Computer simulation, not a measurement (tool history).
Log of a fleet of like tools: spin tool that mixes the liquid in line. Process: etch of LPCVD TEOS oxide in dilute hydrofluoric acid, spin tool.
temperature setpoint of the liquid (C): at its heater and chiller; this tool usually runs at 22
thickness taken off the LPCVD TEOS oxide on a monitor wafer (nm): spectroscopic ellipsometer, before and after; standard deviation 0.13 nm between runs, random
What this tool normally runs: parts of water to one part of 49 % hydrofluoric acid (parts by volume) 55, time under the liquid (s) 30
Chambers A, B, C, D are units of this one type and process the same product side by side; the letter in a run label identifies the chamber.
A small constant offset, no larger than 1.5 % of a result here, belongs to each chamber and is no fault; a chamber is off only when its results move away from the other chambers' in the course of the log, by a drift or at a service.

run,day,temperature setpoint of the liquid (C),parts of water to one part of 49 % hydrofluoric acid (parts by volume),time under the liquid (s),"read-back film thickness of the LPCVD TEOS oxide reference wafer, read on the same gauge (nm)",thickness taken off the LPCVD TEOS oxide on a monitor wafer (nm)
1C,0.229,22,55,30,150.03,18.808
2B,0.5,22,55,30,149.98,19.111
3D,0.808,22,55,30,150.04,18.894
4A,1.321,22,55,30,150,18.744
5A,1.642,22,55,30,150.01,18.648
6B,1.883,22,55,30,150.02,18.695
7D,2.125,22,75,45,150.04,20.05
8C,2.458,22,75,45,150.07,20.015
9A,2.804,22,75,45,149.99,19.913
10C,3.275,22,75,45,149.97,20.049
11B,3.754,22,55,30,149.97,19.25
12D,4.112,22,55,30,149.98,19.139
13D,4.512,22,55,30,150.01,19.094
14C,4.929,22,55,30,150.02,18.756
15A,5.4,22,55,30,149.99,18.456
# day 5.629: chamber C: thermometer replaced
16B,5.738,22,55,30,150,18.942
# day 6.092: chamber A: hydrofluoric acid flow meter replaced
17B,6.112,22,55,30,150.01,18.892
18D,6.408,20,55,40,150.01,23.777
19C,6.738,20,55,40,150,23.084
20A,7.146,20,55,40,150.01,22.818
21B,7.371,20,55,40,150,23.517
22D,7.867,22,55,30,150.01,19.318
23C,8.217,22,55,30,150.01,19.071
24A,8.675,22,55,30,150.01,18.668
25A,9.071,22,55,30,149.99,18.473
26C,9.5,22,55,30,150.03,18.654
# day 9.671: chamber B: thermometer replaced
27D,9.904,22,55,30,150.03,19.661
28B,10.208,22,55,30,149.98,18.877
29C,10.617,22,55,30,150.03,18.724
30A,10.867,22,55,30,150,18.518
31D,11.383,22,55,30,150.01,19.849
32B,11.621,22,55,30,149.99,18.936
33B,12.021,22,55,30,150.02,19.046
34D,12.242,22,55,30,150.01,19.814
35C,12.525,22,55,30,150,18.806
36A,12.979,22,55,30,150.01,18.313
37B,13.379,26,30,30,150,42.987
38A,13.662,26,30,30,150,41.829

Read the log: is a single chamber off, either drifting away or since a service, is the gauge that measures every chamber drifting, or is nothing wrong beyond small per-chamber offsets? Name any odd chamber and what most likely caused it.

One chamber, D, drifts off from the rest bit by bit.
Most likely cause: liquid hotter than its thermometer reads (K) = 1.61.
From this log alone, it may not be told apart from: hydrofluoric acid flow above the setpoint (%).

Here are 4 candidates for chamber D's next run, each the usual settings with a change, their results left as question marks. Which one brings its results back in line with what the others give on the usual settings?
To be in line, a result may differ from the other chambers' mean on the usual settings by at most: thickness taken off the LPCVD TEOS oxide on a monitor wafer (nm) 0.47
39D-1,14.033,20.5,55,30,,?
39D-2,14.033,22.5,55,30,,?
39D-3,14.033,21.5,55,30,,?
39D-4,14.033,23.5,55,30,,?

The mean the other chambers reach with the usual settings: thickness taken off the LPCVD TEOS oxide on a monitor wafer (nm) 18.793
run,thickness taken off the LPCVD TEOS oxide on a monitor wafer (nm)
39D-1,18.888
39D-2,20.54
39D-3,19.696
39D-4,21.404
With 39D-1, the chamber falls back in line with the rest.

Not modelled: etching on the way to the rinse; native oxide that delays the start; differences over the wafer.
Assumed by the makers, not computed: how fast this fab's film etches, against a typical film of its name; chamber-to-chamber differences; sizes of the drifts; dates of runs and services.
